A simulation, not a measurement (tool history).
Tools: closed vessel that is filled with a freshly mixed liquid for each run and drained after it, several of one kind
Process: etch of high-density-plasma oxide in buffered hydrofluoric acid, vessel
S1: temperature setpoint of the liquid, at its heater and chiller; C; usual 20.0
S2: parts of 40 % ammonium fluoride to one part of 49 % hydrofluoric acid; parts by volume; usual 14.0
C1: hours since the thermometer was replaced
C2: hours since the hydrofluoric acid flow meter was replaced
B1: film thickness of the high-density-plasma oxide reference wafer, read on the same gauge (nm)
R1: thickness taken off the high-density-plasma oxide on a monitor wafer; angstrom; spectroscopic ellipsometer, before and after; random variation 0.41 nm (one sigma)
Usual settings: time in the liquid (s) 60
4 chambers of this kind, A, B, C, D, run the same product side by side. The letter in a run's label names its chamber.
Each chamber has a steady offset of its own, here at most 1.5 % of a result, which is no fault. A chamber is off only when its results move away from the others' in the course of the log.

run 1B hour=6.6 | S1=20.0 S2=14.0 time_in_the_liquid_(s)=60 | C1=380.5 C2=133.5 | B1=29.977 | R1=483.71
run 2C hour=10.4 | S1=20.0 S2=14.0 time_in_the_liquid_(s)=60 | C1=2771.4 C2=109.8 | B1=30.027 | R1=482.99
-- hour=15.2 chamber C: thermometer replaced
run 3D hour=15.8 | S1=20.0 S2=14.0 time_in_the_liquid_(s)=60 | C1=1028.2 C2=270.3 | B1=30.021 | R1=484.10
run 4A hour=18.7 | S1=20.0 S2=14.0 time_in_the_liquid_(s)=60 | C1=433.6 C2=1633.9 | B1=29.995 | R1=483.58
run 5C hour=24.5 | S1=20.0 S2=14.0 time_in_the_liquid_(s)=60 | C1=9.4 C2=123.9 | B1=29.980 | R1=482.57
run 6B hour=28.5 | S1=20.0 S2=14.0 time_in_the_liquid_(s)=60 | C1=402.4 C2=155.4 | B1=29.988 | R1=474.27
run 7D hour=31.4 | S1=17.5 S2=14.0 time_in_the_liquid_(s)=60 | C1=1043.8 C2=285.9 | B1=29.992 | R1=421.41
run 8A hour=36.8 | S1=17.5 S2=14.0 time_in_the_liquid_(s)=60 | C1=451.7 C2=1652.0 | B1=29.998 | R1=424.47
run 9A hour=42.1 | S1=17.5 S2=14.0 time_in_the_liquid_(s)=60 | C1=457.0 C2=1657.3 | B1=29.983 | R1=423.87
run 10D hour=46.4 | S1=17.5 S2=14.0 time_in_the_liquid_(s)=60 | C1=1058.8 C2=300.9 | B1=30.016 | R1=430.65
run 11B hour=52.8 | S1=20.0 S2=14.0 time_in_the_liquid_(s)=60 | C1=426.7 C2=179.7 | B1=30.007 | R1=479.14
run 12C hour=57.9 | S1=20.0 S2=14.0 time_in_the_liquid_(s)=60 | C1=42.8 C2=157.3 | B1=30.008 | R1=474.07
run 13A hour=63.0 | S1=20.0 S2=14.0 time_in_the_liquid_(s)=60 | C1=477.9 C2=1678.2 | B1=30.002 | R1=483.86
run 14D hour=69.5 | S1=20.0 S2=14.0 time_in_the_liquid_(s)=60 | C1=1081.9 C2=324.0 | B1=29.970 | R1=493.15
run 15C hour=75.9 | S1=18.0 S2=14.0 time_in_the_liquid_(s)=35 | C1=60.8 C2=175.3 | B1=29.999 | R1=249.77
run 16B hour=80.9 | S1=18.0 S2=14.0 time_in_the_liquid_(s)=35 | C1=454.8 C2=207.8 | B1=30.017 | R1=250.21
run 17B hour=86.5 | S1=18.0 S2=14.0 time_in_the_liquid_(s)=35 | C1=460.4 C2=213.4 | B1=30.034 | R1=248.36
run 18A hour=91.9 | S1=18.0 S2=14.0 time_in_the_liquid_(s)=35 | C1=506.8 C2=1707.1 | B1=29.996 | R1=256.89
run 19C hour=96.2 | S1=20.0 S2=14.0 time_in_the_liquid_(s)=60 | C1=81.1 C2=195.6 | B1=30.030 | R1=479.32
run 20D hour=100.2 | S1=20.0 S2=14.0 time_in_the_liquid_(s)=60 | C1=1112.6 C2=354.7 | B1=29.972 | R1=496.13
run 21D hour=104.4 | S1=20.0 S2=14.0 time_in_the_liquid_(s)=60 | C1=1116.8 C2=358.9 | B1=29.972 | R1=503.79
run 22B hour=108.1 | S1=20.0 S2=14.0 time_in_the_liquid_(s)=60 | C1=482.0 C2=235.0 | B1=30.016 | R1=475.75
run 23A hour=114.1 | S1=20.0 S2=10.0 time_in_the_liquid_(s)=60 | C1=529.0 C2=1729.3 | B1=30.033 | R1=670.56
run 24C hour=118.1 | S1=20.0 S2=10.0 time_in_the_liquid_(s)=60 | C1=103.0 C2=217.5 | B1=30.041 | R1=660.07
run 25C hour=122.1 | S1=20.0 S2=10.0 time_in_the_liquid_(s)=60 | C1=107.0 C2=221.5 | B1=29.994 | R1=665.84
run 26D hour=127.9 | S1=20.0 S2=10.0 time_in_the_liquid_(s)=60 | C1=1140.3 C2=382.4 | B1=29.977 | R1=718.51
-- hour=132.2 chamber A: thermometer replaced
run 27B hour=133.3 | S1=20.0 S2=9.5 time_in_the_liquid_(s)=60 | C1=507.2 C2=260.2 | B1=30.016 | R1=695.04
run 28A hour=139.2 | S1=20.0 S2=9.5 time_in_the_liquid_(s)=60 | C1=7.1 C2=1754.4 | B1=29.988 | R1=687.26
run 29C hour=143.6 | S1=20.0 S2=9.5 time_in_the_liquid_(s)=60 | C1=128.5 C2=243.0 | B1=30.037 | R1=686.73
run 30B hour=148.5 | S1=20.0 S2=9.5 time_in_the_liquid_(s)=60 | C1=522.4 C2=275.4 | B1=30.004 | R1=679.47
run 31D hour=152.8 | S1=20.0 S2=14.0 time_in_the_liquid_(s)=60 | C1=1165.2 C2=407.3 | B1=30.045 | R1=526.64
run 32A hour=157.6 | S1=20.0 S2=14.0 time_in_the_liquid_(s)=60 | C1=25.5 C2=1772.8 | B1=30.010 | R1=487.06
run 33D hour=162.0 | S1=20.0 S2=14.0 time_in_the_liquid_(s)=60 | C1=1174.4 C2=416.5 | B1=30.015 | R1=525.15

Is one chamber off against the others, does the gauge drift, or is nothing wrong? If a chamber is off, say which, and what the likeliest cause is.

Chamber D drifts away from the others.
Cause: liquid hotter than its thermometer reads (K) = 1.42.
The log may not tell that from: hydrofluoric acid flow above the setpoint (%).

Here are 4 candidates for chamber D's next run, each the usual settings with a change, their results left as question marks. Which one brings its results back in line with what the others give on the usual settings?
In line means no further than this from the other chambers' mean on the usual settings: R1 14.00 angstrom
run 34D-1 hour=166.7 | S1=20.5 S2=13.0 time_in_the_liquid_(s)=60 | R1=?
run 34D-2 hour=166.7 | S1=20.0 S2=15.5 time_in_the_liquid_(s)=60 | R1=?
run 34D-3 hour=166.7 | S1=19.5 S2=15.0 time_in_the_liquid_(s)=55 | R1=?
run 34D-4 hour=166.7 | S1=20.5 S2=13.0 time_in_the_liquid_(s)=65 | R1=?

The other chambers' mean on the usual settings: R1 481.08 angstrom
run=34D-1 R1=581.07
run=34D-2 R1=474.46
run=34D-3 R1=437.04
run=34D-4 R1=629.50
34D-2 brings the chamber back in line.
